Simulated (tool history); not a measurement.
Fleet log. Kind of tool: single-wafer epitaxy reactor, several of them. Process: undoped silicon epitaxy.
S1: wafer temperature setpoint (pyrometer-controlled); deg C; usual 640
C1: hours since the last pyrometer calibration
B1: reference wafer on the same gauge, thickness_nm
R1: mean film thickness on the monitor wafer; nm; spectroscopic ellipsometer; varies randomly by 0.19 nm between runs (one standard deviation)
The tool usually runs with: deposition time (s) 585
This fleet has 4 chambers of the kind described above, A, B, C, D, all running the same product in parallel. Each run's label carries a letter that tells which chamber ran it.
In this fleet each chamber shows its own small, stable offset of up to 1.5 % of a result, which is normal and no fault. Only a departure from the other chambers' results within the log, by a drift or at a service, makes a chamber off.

{"run": "1D", "hour": 8.7, "S1": 640, "deposition time (s)": 585, "C1": 1775.3, "B1": 68.068, "R1": 78.058}
{"run": "2C", "hour": 17.2, "S1": 640, "deposition time (s)": 585, "C1": 1657.7, "B1": 68.075, "R1": 78.282}
{"run": "3A", "hour": 24.3, "S1": 640, "deposition time (s)": 585, "C1": 2127.5, "B1": 68.111, "R1": 78.746}
{"run": "4B", "hour": 33.3, "S1": 640, "deposition time (s)": 585, "C1": 425.9, "B1": 68.092, "R1": 78.778}
{"run": "5A", "hour": 38.3, "S1": 640, "deposition time (s)": 624, "C1": 2141.5, "B1": 68.12, "R1": 83.819}
{"run": "6D", "hour": 45.1, "S1": 640, "deposition time (s)": 624, "C1": 1811.7, "B1": 68.076, "R1": 83.328}
{"run": "7B", "hour": 50.3, "S1": 640, "deposition time (s)": 624, "C1": 442.9, "B1": 68.107, "R1": 84.067}
{"run": "8C", "hour": 54.9, "S1": 640, "deposition time (s)": 624, "C1": 1695.4, "B1": 68.096, "R1": 83.927}
{"run": "9A", "hour": 59.4, "S1": 640, "deposition time (s)": 585, "C1": 2162.6, "B1": 68.093, "R1": 78.66}
{"run": "10C", "hour": 66.8, "S1": 640, "deposition time (s)": 585, "C1": 1707.3, "B1": 68.076, "R1": 78.248}
{"run": "11B", "hour": 74.4, "S1": 640, "deposition time (s)": 585, "C1": 467.0, "B1": 68.113, "R1": 78.765}
{"run": "12D", "hour": 79.6, "S1": 640, "deposition time (s)": 585, "C1": 1846.2, "B1": 68.095, "R1": 78.463}
{"run": "13A", "hour": 88.3, "S1": 640, "deposition time (s)": 585, "C1": 2191.5, "B1": 68.139, "R1": 78.753}
{"run": "14B", "hour": 92.6, "S1": 640, "deposition time (s)": 585, "C1": 485.2, "B1": 68.131, "R1": 78.214}
{"run": "15D", "hour": 98.4, "S1": 640, "deposition time (s)": 585, "C1": 1865.0, "B1": 68.12, "R1": 77.889}
{"run": "16C", "hour": 103.5, "S1": 640, "deposition time (s)": 585, "C1": 1744.0, "B1": 68.087, "R1": 78.865}
{"run": "17C", "hour": 108.8, "S1": 640, "deposition time (s)": 585, "C1": 1749.3, "B1": 68.069, "R1": 78.627}
{"run": "18B", "hour": 115.7, "S1": 652, "deposition time (s)": 478, "C1": 508.3, "B1": 68.093, "R1": 83.5}
{"run": "19D", "hour": 120.2, "S1": 652, "deposition time (s)": 478, "C1": 1886.8, "B1": 68.115, "R1": 82.972}
{"run": "20A", "hour": 128.1, "S1": 652, "deposition time (s)": 478, "C1": 2231.3, "B1": 68.071, "R1": 83.517}
{"run": "21C", "hour": 136.4, "S1": 652, "deposition time (s)": 478, "C1": 1776.9, "B1": 68.142, "R1": 83.869}
{"run": "22B", "hour": 143.7, "S1": 640, "deposition time (s)": 585, "C1": 536.3, "B1": 68.118, "R1": 77.966}
{"run": "23D", "hour": 148.3, "S1": 640, "deposition time (s)": 585, "C1": 1914.9, "B1": 68.072, "R1": 77.728}
{"run": "24A", "hour": 155.0, "S1": 640, "deposition time (s)": 585, "C1": 2258.2, "B1": 68.094, "R1": 78.976}
{"run": "25C", "hour": 161.9, "S1": 640, "deposition time (s)": 585, "C1": 1802.4, "B1": 68.092, "R1": 78.739}
{"run": "26B", "hour": 167.0, "S1": 640, "deposition time (s)": 585, "C1": 559.6, "B1": 68.092, "R1": 77.547}
{"run": "27D", "hour": 174.3, "S1": 640, "deposition time (s)": 585, "C1": 1940.9, "B1": 68.048, "R1": 77.955}
{"run": "28A", "hour": 179.6, "S1": 640, "deposition time (s)": 585, "C1": 2282.8, "B1": 68.112, "R1": 78.817}
{"run": "29B", "hour": 187.0, "S1": 635, "deposition time (s)": 505, "C1": 579.6, "B1": 68.057, "R1": 59.605}
{"run": "30A", "hour": 194.8, "S1": 635, "deposition time (s)": 505, "C1": 2298.0, "B1": 68.133, "R1": 60.877}
{"run": "31D", "hour": 200.9, "S1": 635, "deposition time (s)": 505, "C1": 1967.5, "B1": 68.103, "R1": 60.011}
{"run": "32C", "hour": 210.5, "S1": 635, "deposition time (s)": 505, "C1": 1851.0, "B1": 68.101, "R1": 60.647}
{"run": "33B", "hour": 219.0, "S1": 640, "deposition time (s)": 585, "C1": 611.6, "B1": 68.084, "R1": 76.855}
{"run": "34A", "hour": 227.7, "S1": 640, "deposition time (s)": 676, "C1": 2330.9, "B1": 68.045, "R1": 91.057}
{"run": "35C", "hour": 234.2, "S1": 640, "deposition time (s)": 676, "C1": 1874.7, "B1": 68.096, "R1": 91.019}

Is one chamber off against the others, does the gauge drift, or is nothing wrong? If a chamber is off, say which, and what the likeliest cause is.

Chamber B drifts away from the others.
Most likely cause: wafer temperature below the value expected at the setpoint (K) = 1.22.

Here are 4 candidates for chamber B's next run, each the usual settings with a change, their results left as question marks. Which one brings its results back in line with what the others give on the usual settings?
In line means no further than this from the other chambers' mean on the usual settings: R1 0.650 nm
{"run": "36B-1", "hour": 241.3, "S1": 640, "deposition time (s)": 587, "R1": "?"}
{"run": "36B-2", "hour": 241.3, "S1": 640, "deposition time (s)": 581, "R1": "?"}
{"run": "36B-3", "hour": 241.3, "S1": 640, "deposition time (s)": 598, "R1": "?"}
{"run": "36B-4", "hour": 241.3, "S1": 639, "deposition time (s)": 585, "R1": "?"}

The other chambers' mean on the usual settings: R1 78.549 nm
run=36B-1 R1=77.237
run=36B-2 R1=76.447
run=36B-3 R1=78.684
run=36B-4 R1=75.259
Change 36B-3 lands the chamber within the allowed miss of the other chambers.

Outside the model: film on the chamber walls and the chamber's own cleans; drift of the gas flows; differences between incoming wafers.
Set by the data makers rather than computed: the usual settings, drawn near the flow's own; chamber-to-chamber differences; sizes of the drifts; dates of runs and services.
